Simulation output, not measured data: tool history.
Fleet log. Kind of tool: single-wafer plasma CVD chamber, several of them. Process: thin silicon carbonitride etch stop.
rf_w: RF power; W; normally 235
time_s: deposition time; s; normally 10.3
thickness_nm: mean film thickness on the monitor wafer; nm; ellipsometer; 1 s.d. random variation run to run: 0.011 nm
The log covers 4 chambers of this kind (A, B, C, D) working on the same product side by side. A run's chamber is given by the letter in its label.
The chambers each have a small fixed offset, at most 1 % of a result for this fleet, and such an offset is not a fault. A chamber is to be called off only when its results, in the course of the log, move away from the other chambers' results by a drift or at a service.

run,hour,rf_w,time_s,"read-back reference wafer on the same gauge, thickness_nm",thickness_nm
1C,9.5,235,10.3,5.3676,6.1944
2A,23.5,235,10.3,5.3671,6.1036
3B,30.8,235,10.3,5.3672,6.196
4D,44.8,235,10.3,5.369,6.1711
5C,52.8,265,11.1,5.3656,6.9257
# hour 53.7: chamber C: thermocouple changed; heater temperature recalibrated
6A,60.2,265,11.1,5.3672,6.8217
7B,69.9,265,11.1,5.3646,6.9294
8D,82.1,265,11.1,5.3604,6.88
9B,91.5,235,10.3,5.3627,6.2096
10D,98.4,235,10.3,5.3603,6.1406
11A,112.1,250,11.2,5.3599,6.7635
# hour 115.3: chamber B: RF generator calibrated
12C,126.5,250,11.2,5.3566,6.8523
13D,135.4,250,11.2,5.3573,6.8019
14B,142.1,250,11.2,5.3547,6.8813
15C,150,235,10.3,5.3566,6.176
16A,156.3,235,10.3,5.3578,6.0918
17B,169.7,235,10.3,5.3559,6.2122
18D,182.1,235,10.3,5.3551,6.143
19C,193.8,235,10.3,5.3531,6.1792
20A,202.6,235,10.3,5.3537,6.0944
21B,213.9,270,8.6,5.3532,5.3801
22C,224.5,270,8.6,5.3526,5.369
23D,231.1,270,8.6,5.3509,5.3523
24A,241.9,270,8.6,5.3486,5.3046
25B,252.8,235,10.3,5.3476,6.1748
26D,265.4,235,10.3,5.3468,6.1296
27A,272.8,215,11.2,5.3463,6.4451
28C,282.3,215,11.2,5.3479,6.5221
29D,293.8,215,11.2,5.3436,6.4976
30B,302.1,215,11.2,5.3443,6.521
31C,311.6,210,9.2,5.3447,5.3078
32A,325.5,210,9.2,5.3422,5.2549
33C,333,210,9.2,5.3422,5.3038
34D,340.9,210,9.2,5.3428,5.2996
35A,347.8,235,10.3,5.3399,6.0597
36B,354.5,235,10.3,5.3417,6.1565
37B,368.8,235,10.3,5.3414,6.1969
38C,377.6,235,10.3,5.337,6.1667
39D,386,215,11.1,5.3355,6.4252
40A,400.2,215,11.1,5.3351,6.3579
41A,411,215,11.1,5.3351,6.3656
42C,422.9,215,11.1,5.3349,6.4461
43B,434,235,10.3,5.3322,6.1744

Read the log: is a single chamber off, either drifting away or since a service, is the gauge that measures every chamber drifting, or is nothing wrong beyond small per-chamber offsets? Name any odd chamber and what most likely caused it.

No chamber is off; the gauge reading every chamber's wafers drifts, which makes the whole fleet appear to move together.
Most likely cause: gauge reads low (%) = 0.706.

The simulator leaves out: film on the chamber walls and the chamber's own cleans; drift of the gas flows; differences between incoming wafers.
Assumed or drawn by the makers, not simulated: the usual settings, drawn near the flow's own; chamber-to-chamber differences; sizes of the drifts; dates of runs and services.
